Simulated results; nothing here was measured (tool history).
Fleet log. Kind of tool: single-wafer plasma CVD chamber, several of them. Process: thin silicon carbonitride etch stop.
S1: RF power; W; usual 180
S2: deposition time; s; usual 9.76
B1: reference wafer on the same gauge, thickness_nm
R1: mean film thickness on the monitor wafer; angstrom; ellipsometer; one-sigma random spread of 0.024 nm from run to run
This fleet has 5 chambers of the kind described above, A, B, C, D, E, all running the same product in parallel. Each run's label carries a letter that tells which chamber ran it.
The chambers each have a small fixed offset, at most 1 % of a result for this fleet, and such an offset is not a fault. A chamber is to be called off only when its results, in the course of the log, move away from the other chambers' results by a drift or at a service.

{"run": "1C", "hour": 5.5, "S1": 180, "S2": 9.76, "B1": 5.1017, "R1": 53.649}
{"run": "2D", "hour": 15.6, "S1": 180, "S2": 9.76, "B1": 5.1035, "R1": 54.459}
{"run": "3B", "hour": 22.2, "S1": 180, "S2": 9.76, "B1": 5.0976, "R1": 54.113}
{"run": "4E", "hour": 28.1, "S1": 180, "S2": 9.76, "B1": 5.1045, "R1": 53.803}
{"run": "5A", "hour": 38.5, "S1": 180, "S2": 9.76, "B1": 5.101, "R1": 54.088}
{"run": "6D", "hour": 46.0, "S1": 180, "S2": 9.76, "B1": 5.1007, "R1": 54.574}
{"run": "7C", "hour": 54.7, "S1": 170, "S2": 11.34, "B1": 5.0996, "R1": 60.813}
{"run": "8E", "hour": 64.5, "S1": 170, "S2": 11.34, "B1": 5.0997, "R1": 61.038}
{"run": "9A", "hour": 70.9, "S1": 170, "S2": 11.34, "B1": 5.0982, "R1": 61.545}
{"run": "10B", "hour": 78.7, "S1": 170, "S2": 11.34, "B1": 5.0934, "R1": 62.051}
{"run": "11C", "hour": 88.9, "S1": 170, "S2": 11.34, "B1": 5.0946, "R1": 61.166}
{"run": "12B", "hour": 99.4, "S1": 180, "S2": 9.76, "B1": 5.0983, "R1": 53.856}
{"run": "13A", "hour": 109.4, "S1": 180, "S2": 9.76, "B1": 5.098, "R1": 53.869}
{"run": "14E", "hour": 116.1, "S1": 180, "S2": 10.42, "B1": 5.1064, "R1": 57.683}
{"run": "15D", "hour": 122.0, "S1": 180, "S2": 10.42, "B1": 5.1003, "R1": 57.799}
{"run": "16A", "hour": 130.3, "S1": 180, "S2": 10.42, "B1": 5.1032, "R1": 57.347}
{"run": "17C", "hour": 138.3, "S1": 180, "S2": 10.42, "B1": 5.0967, "R1": 57.308}
{"run": "18E", "hour": 143.7, "S1": 180, "S2": 10.42, "B1": 5.104, "R1": 57.742}
{"run": "19D", "hour": 149.1, "S1": 180, "S2": 9.76, "B1": 5.0959, "R1": 54.319}
{"run": "20B", "hour": 154.6, "S1": 180, "S2": 9.76, "B1": 5.1018, "R1": 53.652}
{"run": "21E", "hour": 163.5, "S1": 180, "S2": 9.76, "B1": 5.1063, "R1": 54.186}
{"run": "22C", "hour": 168.2, "S1": 180, "S2": 9.76, "B1": 5.102, "R1": 53.898}
{"run": "23D", "hour": 177.9, "S1": 180, "S2": 9.76, "B1": 5.1018, "R1": 54.58}
{"run": "24B", "hour": 186.1, "S1": 180, "S2": 9.76, "B1": 5.0978, "R1": 54.112}
{"run": "25A", "hour": 192.4, "S1": 180, "S2": 9.76, "B1": 5.1011, "R1": 53.999}
{"run": "26A", "hour": 198.7, "S1": 180, "S2": 9.76, "B1": 5.0969, "R1": 53.925}
{"run": "27D", "hour": 207.6, "S1": 180, "S2": 9.76, "B1": 5.1009, "R1": 54.307}
{"run": "28C", "hour": 214.8, "S1": 180, "S2": 9.76, "B1": 5.1056, "R1": 53.564}
{"run": "29B", "hour": 224.9, "S1": 180, "S2": 9.76, "B1": 5.0962, "R1": 54.15}
{"run": "30E", "hour": 229.7, "S1": 205, "S2": 10.88, "B1": 5.0952, "R1": 62.222}
{"run": "31C", "hour": 235.4, "S1": 205, "S2": 10.88, "B1": 5.0965, "R1": 62.019}
{"run": "32A", "hour": 243.1, "S1": 205, "S2": 10.88, "B1": 5.0943, "R1": 62.397}
{"run": "33B", "hour": 249.8, "S1": 205, "S2": 10.88, "B1": 5.105, "R1": 62.604}
{"run": "34D", "hour": 257.1, "S1": 205, "S2": 10.88, "B1": 5.1026, "R1": 62.971}
{"hour": 264.5, "done": "chamber E: thermocouple changed; heater temperature recalibrated"}
{"run": "35E", "hour": 266.3, "S1": 180, "S2": 9.76, "B1": 5.1026, "R1": 53.639}
{"run": "36B", "hour": 273.8, "S1": 180, "S2": 9.76, "B1": 5.0926, "R1": 54.22}
{"run": "37A", "hour": 281.7, "S1": 160, "S2": 8.63, "B1": 5.099, "R1": 46.272}
{"run": "38D", "hour": 290.1, "S1": 160, "S2": 8.63, "B1": 5.0937, "R1": 46.324}
{"run": "39E", "hour": 299.1, "S1": 160, "S2": 8.63, "B1": 5.095, "R1": 46.082}
{"run": "40C", "hour": 305.7, "S1": 160, "S2": 8.63, "B1": 5.1018, "R1": 45.842}
{"run": "41E", "hour": 313.6, "S1": 160, "S2": 8.63, "B1": 5.1034, "R1": 46.18}
{"run": "42D", "hour": 323.7, "S1": 180, "S2": 9.76, "B1": 5.1, "R1": 54.263}

Next, all 5 chambers run the settings below, one line each with question marks for the results. What does each chamber give?
{"run": "43A", "hour": 331.3, "S1": 180, "S2": 9.76, "R1": "?"}
{"run": "43B", "hour": 331.3, "S1": 180, "S2": 9.76, "R1": "?"}
{"run": "43C", "hour": 331.3, "S1": 180, "S2": 9.76, "R1": "?"}
{"run": "43D", "hour": 331.3, "S1": 180, "S2": 9.76, "R1": "?"}
{"run": "43E", "hour": 331.3, "S1": 180, "S2": 9.76, "R1": "?"}

run=43A R1=53.969
run=43B R1=53.818
run=43C R1=53.628
run=43D R1=54.060
run=43E R1=53.793
